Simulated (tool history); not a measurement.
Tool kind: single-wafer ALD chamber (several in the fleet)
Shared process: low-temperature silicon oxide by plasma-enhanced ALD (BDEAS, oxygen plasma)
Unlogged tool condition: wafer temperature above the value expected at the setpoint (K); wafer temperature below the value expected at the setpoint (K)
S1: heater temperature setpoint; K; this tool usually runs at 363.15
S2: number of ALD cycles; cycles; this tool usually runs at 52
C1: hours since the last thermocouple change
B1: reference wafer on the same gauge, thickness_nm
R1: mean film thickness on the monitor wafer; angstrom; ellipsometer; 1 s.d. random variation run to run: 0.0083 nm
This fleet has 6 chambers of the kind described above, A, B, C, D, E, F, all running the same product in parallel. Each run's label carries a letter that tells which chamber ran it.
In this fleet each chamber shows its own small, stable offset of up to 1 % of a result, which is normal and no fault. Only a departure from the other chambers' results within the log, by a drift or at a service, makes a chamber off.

{"run": "1A", "hour": 8.3, "S1": 363.15, "S2": 52, "C1": 933.1, "B1": 8.2018, "R1": 77.306}
{"run": "2E", "hour": 18.4, "S1": 363.15, "S2": 52, "C1": 633.5, "B1": 8.203, "R1": 76.478}
{"run": "3B", "hour": 29.2, "S1": 363.15, "S2": 52, "C1": 209.1, "B1": 8.2024, "R1": 76.302}
{"run": "4C", "hour": 45.5, "S1": 363.15, "S2": 52, "C1": 1037.8, "B1": 8.2065, "R1": 76.647}
{"run": "5D", "hour": 60.6, "S1": 363.15, "S2": 52, "C1": 1284.4, "B1": 8.2056, "R1": 76.972}
{"run": "6F", "hour": 69.0, "S1": 363.15, "S2": 52, "C1": 1800.9, "B1": 8.2047, "R1": 76.46}
{"run": "7A", "hour": 76.2, "S1": 363.15, "S2": 52, "C1": 1001.0, "B1": 8.2049, "R1": 77.32}
{"run": "8D", "hour": 92.5, "S1": 355.15, "S2": 52, "C1": 1316.3, "B1": 8.2051, "R1": 79.154}
{"run": "9C", "hour": 108.6, "S1": 355.15, "S2": 52, "C1": 1100.9, "B1": 8.2067, "R1": 78.891}
{"hour": 113.8, "done": "chamber A: thermocouple changed; heater temperature recalibrated"}
{"run": "10F", "hour": 121.0, "S1": 355.15, "S2": 52, "C1": 1852.9, "B1": 8.2073, "R1": 78.594}
{"run": "11E", "hour": 137.1, "S1": 355.15, "S2": 52, "C1": 752.2, "B1": 8.2076, "R1": 78.471}
{"run": "12B", "hour": 153.1, "S1": 355.15, "S2": 52, "C1": 333.0, "B1": 8.2108, "R1": 78.606}
{"run": "13B", "hour": 167.2, "S1": 355.15, "S2": 52, "C1": 347.1, "B1": 8.2118, "R1": 78.702}
{"run": "14D", "hour": 176.8, "S1": 363.15, "S2": 52, "C1": 1400.6, "B1": 8.2113, "R1": 77.029}
{"run": "15C", "hour": 184.2, "S1": 363.15, "S2": 52, "C1": 1176.5, "B1": 8.2125, "R1": 76.833}
{"run": "16A", "hour": 200.0, "S1": 363.15, "S2": 52, "C1": 86.2, "B1": 8.2113, "R1": 77.414}
{"run": "17F", "hour": 209.2, "S1": 363.15, "S2": 52, "C1": 1941.1, "B1": 8.213, "R1": 76.475}
{"run": "18E", "hour": 218.6, "S1": 363.15, "S2": 52, "C1": 833.7, "B1": 8.2142, "R1": 76.468}
{"run": "19E", "hour": 229.4, "S1": 363.15, "S2": 52, "C1": 844.5, "B1": 8.2147, "R1": 76.501}
{"run": "20A", "hour": 245.7, "S1": 363.15, "S2": 52, "C1": 131.9, "B1": 8.217, "R1": 77.45}
{"run": "21D", "hour": 260.3, "S1": 363.15, "S2": 52, "C1": 1484.1, "B1": 8.2168, "R1": 77.211}
{"run": "22F", "hour": 270.5, "S1": 363.15, "S2": 52, "C1": 2002.4, "B1": 8.2179, "R1": 76.669}
{"run": "23C", "hour": 281.6, "S1": 363.15, "S2": 52, "C1": 1273.9, "B1": 8.2183, "R1": 76.892}
{"run": "24B", "hour": 291.4, "S1": 363.15, "S2": 52, "C1": 471.3, "B1": 8.2184, "R1": 76.618}
{"run": "25E", "hour": 306.8, "S1": 363.15, "S2": 52, "C1": 921.9, "B1": 8.2201, "R1": 76.615}
{"run": "26B", "hour": 314.3, "S1": 363.15, "S2": 52, "C1": 494.2, "B1": 8.2213, "R1": 76.592}
{"run": "27C", "hour": 330.5, "S1": 363.15, "S2": 52, "C1": 1322.8, "B1": 8.2225, "R1": 76.841}
{"run": "28A", "hour": 339.4, "S1": 349.15, "S2": 43, "C1": 225.6, "B1": 8.2224, "R1": 67.177}
{"run": "29D", "hour": 350.0, "S1": 349.15, "S2": 43, "C1": 1573.8, "B1": 8.2227, "R1": 67.029}
{"run": "30F", "hour": 366.0, "S1": 349.15, "S2": 43, "C1": 2097.9, "B1": 8.2257, "R1": 66.432}
{"run": "31A", "hour": 381.0, "S1": 349.15, "S2": 43, "C1": 267.2, "B1": 8.2245, "R1": 67.191}
{"run": "32E", "hour": 394.0, "S1": 349.15, "S2": 43, "C1": 1009.1, "B1": 8.2261, "R1": 66.349}
{"run": "33F", "hour": 408.2, "S1": 349.15, "S2": 43, "C1": 2140.1, "B1": 8.2274, "R1": 66.512}
{"run": "34B", "hour": 424.0, "S1": 363.15, "S2": 56, "C1": 603.9, "B1": 8.2254, "R1": 82.454}
{"run": "35D", "hour": 440.3, "S1": 363.15, "S2": 56, "C1": 1664.1, "B1": 8.2314, "R1": 83.229}
{"run": "36C", "hour": 456.3, "S1": 363.15, "S2": 56, "C1": 1448.6, "B1": 8.2303, "R1": 82.921}
{"run": "37C", "hour": 464.2, "S1": 363.15, "S2": 56, "C1": 1456.5, "B1": 8.2313, "R1": 82.993}
{"run": "38E", "hour": 472.5, "S1": 363.15, "S2": 56, "C1": 1087.6, "B1": 8.2312, "R1": 82.582}
{"run": "39F", "hour": 484.7, "S1": 363.15, "S2": 56, "C1": 2216.6, "B1": 8.2307, "R1": 82.489}
{"run": "40A", "hour": 499.3, "S1": 363.15, "S2": 52, "C1": 385.5, "B1": 8.2326, "R1": 77.641}
{"run": "41D", "hour": 507.9, "S1": 363.15, "S2": 52, "C1": 1731.7, "B1": 8.2346, "R1": 77.308}
{"run": "42B", "hour": 520.2, "S1": 363.15, "S2": 52, "C1": 700.1, "B1": 8.2351, "R1": 76.661}
{"run": "43F", "hour": 535.9, "S1": 363.15, "S2": 52, "C1": 2267.8, "B1": 8.2357, "R1": 76.793}

Read the log: is a single chamber off, either drifting away or since a service, is the gauge that measures every chamber drifting, or is nothing wrong beyond small per-chamber offsets? Name any odd chamber and what most likely caused it.

No chamber is off; the gauge reading every chamber's wafers drifts, which makes the whole fleet appear to move together.
What lies behind it: gauge reads high (%) = 0.441.

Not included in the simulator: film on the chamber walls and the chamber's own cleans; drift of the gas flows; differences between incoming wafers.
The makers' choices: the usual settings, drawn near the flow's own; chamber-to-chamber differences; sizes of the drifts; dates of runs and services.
